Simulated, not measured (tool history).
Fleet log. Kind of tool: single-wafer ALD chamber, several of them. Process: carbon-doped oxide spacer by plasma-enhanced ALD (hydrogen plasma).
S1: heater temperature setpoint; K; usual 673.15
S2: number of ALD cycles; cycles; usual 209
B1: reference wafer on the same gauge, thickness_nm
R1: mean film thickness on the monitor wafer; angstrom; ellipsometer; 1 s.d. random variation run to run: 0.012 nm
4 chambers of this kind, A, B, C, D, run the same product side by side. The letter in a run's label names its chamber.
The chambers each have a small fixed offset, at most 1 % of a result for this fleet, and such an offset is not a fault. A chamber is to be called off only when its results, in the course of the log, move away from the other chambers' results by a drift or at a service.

run	hour	S1	S2	B1	R1
1B	9.3	673.15	209	9.1048	104.110
2D	19.5	673.15	209	9.1034	105.360
3A	31.3	673.15	209	9.1042	103.930
4C	37.6	673.15	209	9.1036	104.470
5B	49.5	673.15	245	9.1057	122.090
6D	56.7	673.15	245	9.1041	123.550
7A	64.9	673.15	245	9.1093	122.270
8C	70.1	673.15	245	9.1122	122.350
9C	81.8	673.15	209	9.1109	104.600
10D	89.6	673.15	209	9.1138	105.380
11B	98.1	673.15	209	9.1111	104.370
12A	107.9	673.15	209	9.1135	104.170
13B	117.5	673.15	209	9.1160	104.470
14D	126.9	673.15	209	9.1192	105.580
15A	134.6	673.15	209	9.1172	104.370
16C	139.9	673.15	209	9.1181	104.640
17A	145.8	673.15	209	9.1185	104.260
18C	151.7	673.15	209	9.1215	104.460
19D	157.4	673.15	209	9.1234	105.690
20B	165.2	684.15	180	9.1224	87.037
# hour 167.9: chamber A: thermocouple changed; heater temperature recalibrated
21A	174.3	684.15	180	9.1239	86.869
# hour 180.2: chamber C: thermocouple changed; heater temperature recalibrated
22D	183.7	684.15	180	9.1274	87.965
23C	194.0	684.15	180	9.1278	87.246
24B	201.0	673.15	209	9.1287	104.510
25C	212.2	673.15	209	9.1301	104.600
26D	220.6	673.15	209	9.1306	105.610
27B	230.2	673.15	209	9.1320	104.490
28A	241.1	673.15	209	9.1360	104.440
29B	249.6	684.15	209	9.1332	101.000
30C	255.4	684.15	209	9.1352	101.190
31A	262.9	684.15	209	9.1386	101.120
32D	269.8	684.15	209	9.1370	102.260
33D	276.9	673.15	209	9.1407	105.720
34C	283.4	673.15	209	9.1413	104.700
35B	292.6	673.15	209	9.1416	104.410
36A	299.6	673.15	209	9.1430	104.560

Does one chamber stand apart from the rest, does the shared gauge drift, or is all well apart from small per-chamber offsets? Give the chamber and the most likely cause, where there is one.

None of the chambers is off. What moves is the gauge, dragging all their readings along together.
Cause: gauge reads high (%) = 0.482.

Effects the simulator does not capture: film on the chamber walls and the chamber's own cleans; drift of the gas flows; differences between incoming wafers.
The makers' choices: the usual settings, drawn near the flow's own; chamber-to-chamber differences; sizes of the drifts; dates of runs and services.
